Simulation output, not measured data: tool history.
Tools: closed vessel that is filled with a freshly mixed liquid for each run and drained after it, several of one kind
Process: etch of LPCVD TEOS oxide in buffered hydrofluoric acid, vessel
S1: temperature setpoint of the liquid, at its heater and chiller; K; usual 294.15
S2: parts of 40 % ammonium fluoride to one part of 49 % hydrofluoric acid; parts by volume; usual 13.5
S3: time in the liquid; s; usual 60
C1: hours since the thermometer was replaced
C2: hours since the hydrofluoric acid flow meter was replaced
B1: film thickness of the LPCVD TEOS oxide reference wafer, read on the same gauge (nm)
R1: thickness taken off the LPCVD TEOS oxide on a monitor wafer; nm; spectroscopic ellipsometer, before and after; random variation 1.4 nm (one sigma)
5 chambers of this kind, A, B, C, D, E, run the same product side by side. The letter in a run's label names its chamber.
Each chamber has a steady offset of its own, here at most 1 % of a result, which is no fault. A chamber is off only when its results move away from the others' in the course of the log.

Run 1C, hour 4.3: usual settings; C1 204.9; C2 977.9; B1 150.05. Result: R1 151.43 nm.
Run 2E, hour 8.5: usual settings; C1 733.9; C2 305.6; B1 150.02. Result: R1 151.40 nm.
Run 3D, hour 13.4: usual settings; C1 362.0; C2 533.8; B1 149.98. Result: R1 150.90 nm.
Run 4A, hour 16.0: usual settings; C1 1216.4; C2 261.7; B1 149.97. Result: R1 149.45 nm.
Run 5B, hour 18.8: usual settings; C1 472.3; C2 1123.6; B1 150.01. Result: R1 149.83 nm.
Run 6C, hour 22.9: usual settings but S1 290.15 K; C1 223.5; C2 996.5; B1 150.00. Result: R1 121.20 nm.
Run 7E, hour 26.2: usual settings but S1 290.15 K; C1 751.6; C2 323.3; B1 150.01. Result: R1 120.39 nm.
Run 8B, hour 30.1: usual settings but S1 290.15 K; C1 483.6; C2 1134.9; B1 149.99. Result: R1 120.24 nm.
Run 9A, hour 34.3: usual settings but S1 290.15 K; C1 1234.7; C2 280.0; B1 150.01. Result: R1 121.58 nm.
Run 10D, hour 39.0: usual settings but S1 290.15 K; C1 387.6; C2 559.4; B1 149.99. Result: R1 119.01 nm.
Run 11D, hour 42.3: usual settings; C1 390.9; C2 562.7; B1 150.01. Result: R1 152.24 nm.
At hour 44.4: chamber E: thermometer replaced.
Run 12C, hour 45.0: usual settings; C1 245.6; C2 1018.6; B1 150.03. Result: R1 149.09 nm.
Run 13E, hour 48.4: usual settings; C1 4.1; C2 345.5; B1 150.01. Result: R1 151.52 nm.
Run 14B, hour 51.5: usual settings; C1 505.0; C2 1156.3; B1 150.00. Result: R1 153.49 nm.
Run 15A, hour 54.2: usual settings but S2 16.5 parts by volume, S3 90 s; C1 1254.6; C2 299.9; B1 149.98. Result: R1 180.53 nm.
At hour 56.8: chamber B: thermometer replaced.
Run 16B, hour 58.2: usual settings but S2 16.5 parts by volume, S3 90 s; C1 1.5; C2 1163.0; B1 149.98. Result: R1 186.44 nm.
Run 17E, hour 60.6: usual settings but S2 16.5 parts by volume, S3 90 s; C1 16.3; C2 357.7; B1 150.01. Result: R1 184.26 nm.
Run 18A, hour 63.6: usual settings but S2 16.5 parts by volume, S3 90 s; C1 1264.0; C2 309.3; B1 150.03. Result: R1 184.73 nm.
Run 19D, hour 67.5: usual settings but S2 16.5 parts by volume, S3 90 s; C1 416.1; C2 587.9; B1 149.99. Result: R1 187.20 nm.
Run 20C, hour 70.6: usual settings; C1 271.2; C2 1044.2; B1 149.99. Result: R1 145.56 nm.
Run 21A, hour 74.6: usual settings; C1 1275.0; C2 320.3; B1 150.01. Result: R1 148.11 nm.
Run 22D, hour 77.0: usual settings; C1 425.6; C2 597.4; B1 150.02. Result: R1 153.52 nm.
Run 23C, hour 79.8: usual settings; C1 280.4; C2 1053.4; B1 150.01. Result: R1 149.94 nm.
Run 24B, hour 84.4: usual settings; C1 27.7; C2 1189.2; B1 150.05. Result: R1 150.22 nm.
Run 25E, hour 89.5: usual settings; C1 45.2; C2 386.6; B1 150.00. Result: R1 149.60 nm.
Run 26E, hour 93.7: usual settings; C1 49.4; C2 390.8; B1 150.00. Result: R1 151.53 nm.
Run 27A, hour 97.6: usual settings; C1 1298.0; C2 343.3; B1 149.95. Result: R1 149.15 nm.
Run 28D, hour 101.4: usual settings; C1 450.0; C2 621.8; B1 150.01. Result: R1 152.13 nm.
Run 29C, hour 104.5: usual settings but S2 17.0 parts by volume; C1 305.1; C2 1078.1; B1 150.03. Result: R1 116.11 nm.
Run 30B, hour 107.3: usual settings but S2 17.0 parts by volume; C1 50.6; C2 1212.1; B1 149.97. Result: R1 121.87 nm.
Run 31D, hour 109.7: usual settings but S2 17.0 parts by volume; C1 458.3; C2 630.1; B1 150.01. Result: R1 119.40 nm.
Run 32C, hour 114.4: usual settings but S2 17.0 parts by volume; C1 315.0; C2 1088.0; B1 149.99. Result: R1 114.29 nm.
Run 33B, hour 118.1: usual settings but S2 17.0 parts by volume; C1 61.4; C2 1222.9; B1 149.99. Result: R1 120.89 nm.
Run 34A, hour 122.0: usual settings; C1 1322.4; C2 367.7; B1 149.99. Result: R1 151.63 nm.
Run 35E, hour 125.1: usual settings; C1 80.8; C2 422.2; B1 150.02. Result: R1 148.31 nm.
Run 36A, hour 129.2: usual settings; C1 1329.6; C2 374.9; B1 150.00. Result: R1 151.69 nm.

What goes on in this fleet: one chamber off, a drifting gauge, or nothing beyond the chambers' own small offsets? Name the chamber and the cause, if any.

Chamber C drifts away from the others.
Cause: hydrofluoric acid flow below the setpoint (%) = 5.42.
The log may not tell that from: liquid colder than its thermometer reads (K).

Here are 4 candidates for chamber C's next run, each the usual settings with a change, their results left as question marks. Which one brings its results back in line with what the others give on the usual settings?
In line means no further than this from the other chambers' mean on the usual settings: R1 4.80 nm
Run 37C-1, hour 132.9: usual settings but S2 13.0 parts by volume, S3 65 s. Result: R1 ?.
Run 37C-2, hour 132.9: usual settings but S1 295.15 K. Result: R1 ?.
Run 37C-3, hour 132.9: usual settings but S1 293.65 K, S2 14.5 parts by volume. Result: R1 ?.
Run 37C-4, hour 132.9: usual settings but S1 293.15 K. Result: R1 ?.

The other chambers' mean on the usual settings: R1 150.59 nm
  run      R1
37C-1  160.81
37C-2  151.29
37C-3  129.68
37C-4  135.20
37C-2 brings the chamber back in line.
